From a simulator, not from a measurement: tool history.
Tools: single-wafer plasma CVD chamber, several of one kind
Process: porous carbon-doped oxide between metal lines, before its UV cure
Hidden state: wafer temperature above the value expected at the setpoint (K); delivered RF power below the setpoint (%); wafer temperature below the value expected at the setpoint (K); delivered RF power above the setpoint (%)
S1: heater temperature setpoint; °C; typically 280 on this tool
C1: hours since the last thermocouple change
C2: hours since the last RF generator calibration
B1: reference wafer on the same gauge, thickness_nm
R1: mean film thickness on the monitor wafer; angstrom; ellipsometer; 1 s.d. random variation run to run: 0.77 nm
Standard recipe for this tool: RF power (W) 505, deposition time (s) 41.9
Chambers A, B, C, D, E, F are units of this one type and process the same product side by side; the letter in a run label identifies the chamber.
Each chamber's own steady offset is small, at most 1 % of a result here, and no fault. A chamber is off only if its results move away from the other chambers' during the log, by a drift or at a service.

run 1E hour=5.3 | S1=280 RF_power_(W)=505 deposition_time_(s)=41.9 | C1=2567.4 C2=363.7 | B1=259.02 | R1=2557.4
run 2A hour=10.3 | S1=280 RF_power_(W)=505 deposition_time_(s)=41.9 | C1=298.9 C2=63.8 | B1=259.14 | R1=2525.8
run 3B hour=16.8 | S1=280 RF_power_(W)=505 deposition_time_(s)=41.9 | C1=2581.1 C2=116.9 | B1=258.95 | R1=2575.6
run 4D hour=20.7 | S1=280 RF_power_(W)=505 deposition_time_(s)=41.9 | C1=281.7 C2=787.8 | B1=258.92 | R1=2559.7
run 5F hour=23.7 | S1=286 RF_power_(W)=505 deposition_time_(s)=41.9 | C1=1441.6 C2=1463.2 | B1=258.95 | R1=2462.8
run 6C hour=30.5 | S1=286 RF_power_(W)=505 deposition_time_(s)=41.9 | C1=1881.5 C2=1805.7 | B1=258.87 | R1=2463.1
run 7D hour=34.7 | S1=286 RF_power_(W)=505 deposition_time_(s)=41.9 | C1=295.7 C2=801.8 | B1=259.09 | R1=2457.4
run 8A hour=38.1 | S1=286 RF_power_(W)=505 deposition_time_(s)=41.9 | C1=326.7 C2=91.6 | B1=259.05 | R1=2458.5
run 9E hour=42.6 | S1=286 RF_power_(W)=505 deposition_time_(s)=41.9 | C1=2604.7 C2=401 | B1=258.91 | R1=2461.5
run 10B hour=47.5 | S1=286 RF_power_(W)=505 deposition_time_(s)=41.9 | C1=2611.8 C2=147.6 | B1=258.98 | R1=2472.6
run 11C hour=54.2 | S1=280 RF_power_(W)=505 deposition_time_(s)=41.9 | C1=1905.2 C2=1829.4 | B1=259.23 | R1=2555
run 12F hour=60.6 | S1=280 RF_power_(W)=505 deposition_time_(s)=41.9 | C1=1478.5 C2=1500.1 | B1=259 | R1=2563.9
run 13F hour=64.8 | S1=280 RF_power_(W)=505 deposition_time_(s)=41.9 | C1=1482.7 C2=1504.3 | B1=259.13 | R1=2541
run 14D hour=71.4 | S1=280 RF_power_(W)=505 deposition_time_(s)=41.9 | C1=332.4 C2=838.5 | B1=259.24 | R1=2561.3
run 15B hour=76 | S1=280 RF_power_(W)=505 deposition_time_(s)=41.9 | C1=2640.3 C2=176.1 | B1=259.06 | R1=2586.3
run 16C hour=80 | S1=280 RF_power_(W)=505 deposition_time_(s)=41.9 | C1=1931 C2=1855.2 | B1=259.09 | R1=2559.3
run 17A hour=83.4 | S1=280 RF_power_(W)=505 deposition_time_(s)=41.9 | C1=372 C2=136.9 | B1=259.2 | R1=2535.8
run 18E hour=89.4 | S1=280 RF_power_(W)=505 deposition_time_(s)=41.9 | C1=2651.5 C2=447.8 | B1=259.3 | R1=2558.3
run 19F hour=93.4 | S1=280 RF_power_(W)=505 deposition_time_(s)=41.9 | C1=1511.3 C2=1532.9 | B1=258.78 | R1=2558.8
run 20D hour=98 | S1=280 RF_power_(W)=505 deposition_time_(s)=41.9 | C1=359 C2=865.1 | B1=259.18 | R1=2561.4
run 21E hour=102.7 | S1=280 RF_power_(W)=505 deposition_time_(s)=41.9 | C1=2664.8 C2=461.1 | B1=259.14 | R1=2554.9
run 22B hour=109.4 | S1=280 RF_power_(W)=505 deposition_time_(s)=41.9 | C1=2673.7 C2=209.5 | B1=258.72 | R1=2575.8
run 23C hour=114.1 | S1=280 RF_power_(W)=505 deposition_time_(s)=41.9 | C1=1965.1 C2=1889.3 | B1=259.05 | R1=2543
run 24A hour=118.2 | S1=280 RF_power_(W)=505 deposition_time_(s)=41.9 | C1=406.8 C2=171.7 | B1=258.86 | R1=2523
-- hour=121.8 chamber E: thermocouple changed; heater temperature recalibrated
run 25B hour=123.9 | S1=280 RF_power_(W)=505 deposition_time_(s)=41.9 | C1=2688.2 C2=224 | B1=258.83 | R1=2576.7
run 26F hour=128 | S1=287 RF_power_(W)=505 deposition_time_(s)=38.5 | C1=1545.9 C2=1567.5 | B1=258.82 | R1=2251.9
run 27D hour=134.8 | S1=287 RF_power_(W)=505 deposition_time_(s)=38.5 | C1=395.8 C2=901.9 | B1=258.88 | R1=2262.4
run 28C hour=137.9 | S1=287 RF_power_(W)=505 deposition_time_(s)=38.5 | C1=1988.9 C2=1913.1 | B1=259.07 | R1=2248.7
run 29E hour=142.6 | S1=287 RF_power_(W)=505 deposition_time_(s)=38.5 | C1=20.9 C2=501 | B1=258.98 | R1=2188.5
run 30A hour=146.5 | S1=287 RF_power_(W)=505 deposition_time_(s)=38.5 | C1=435.1 C2=200 | B1=258.98 | R1=2231.5
run 31F hour=150.1 | S1=287 RF_power_(W)=505 deposition_time_(s)=38.5 | C1=1568 C2=1589.6 | B1=259.27 | R1=2256.1
run 32B hour=156.4 | S1=280 RF_power_(W)=505 deposition_time_(s)=41.9 | C1=2720.7 C2=256.5 | B1=258.86 | R1=2571.2
run 33A hour=160.9 | S1=280 RF_power_(W)=505 deposition_time_(s)=41.9 | C1=449.5 C2=214.4 | B1=259.18 | R1=2536.1
run 34E hour=166.2 | S1=280 RF_power_(W)=505 deposition_time_(s)=41.9 | C1=44.5 C2=524.6 | B1=258.9 | R1=2464.6
run 35D hour=173 | S1=280 RF_power_(W)=505 deposition_time_(s)=37 | C1=434 C2=940.1 | B1=258.85 | R1=2280.4
run 36C hour=177.1 | S1=280 RF_power_(W)=505 deposition_time_(s)=37 | C1=2028.1 C2=1952.3 | B1=258.98 | R1=2255.2
run 37F hour=183.9 | S1=280 RF_power_(W)=505 deposition_time_(s)=37 | C1=1601.8 C2=1623.4 | B1=258.87 | R1=2250.3
run 38A hour=189.2 | S1=280 RF_power_(W)=505 deposition_time_(s)=37 | C1=477.8 C2=242.7 | B1=259.13 | R1=2239.7
run 39B hour=192.3 | S1=280 RF_power_(W)=505 deposition_time_(s)=37 | C1=2756.6 C2=292.4 | B1=259.13 | R1=2278.1
run 40C hour=198.1 | S1=280 RF_power_(W)=505 deposition_time_(s)=37 | C1=2049.1 C2=1973.3 | B1=258.77 | R1=2258.1
run 41D hour=204.1 | S1=280 RF_power_(W)=505 deposition_time_(s)=41.9 | C1=465.1 C2=971.2 | B1=258.87 | R1=2552.9
run 42E hour=207.6 | S1=280 RF_power_(W)=505 deposition_time_(s)=41.9 | C1=85.9 C2=566 | B1=258.89 | R1=2472

Each of the 6 chambers runs these same settings next. Fill in every chamber's results:
run 43A hour=212.5 | S1=280 RF_power_(W)=505 deposition_time_(s)=41.9 | R1=?
run 43B hour=212.5 | S1=280 RF_power_(W)=505 deposition_time_(s)=41.9 | R1=?
run 43C hour=212.5 | S1=280 RF_power_(W)=505 deposition_time_(s)=41.9 | R1=?
run 43D hour=212.5 | S1=280 RF_power_(W)=505 deposition_time_(s)=41.9 | R1=?
run 43E hour=212.5 | S1=280 RF_power_(W)=505 deposition_time_(s)=41.9 | R1=?
run 43F hour=212.5 | S1=280 RF_power_(W)=505 deposition_time_(s)=41.9 | R1=?

run=43A R1=2531.2
run=43B R1=2585.9
run=43C R1=2545.1
run=43D R1=2550.4
run=43E R1=2474
run=43F R1=2549.7
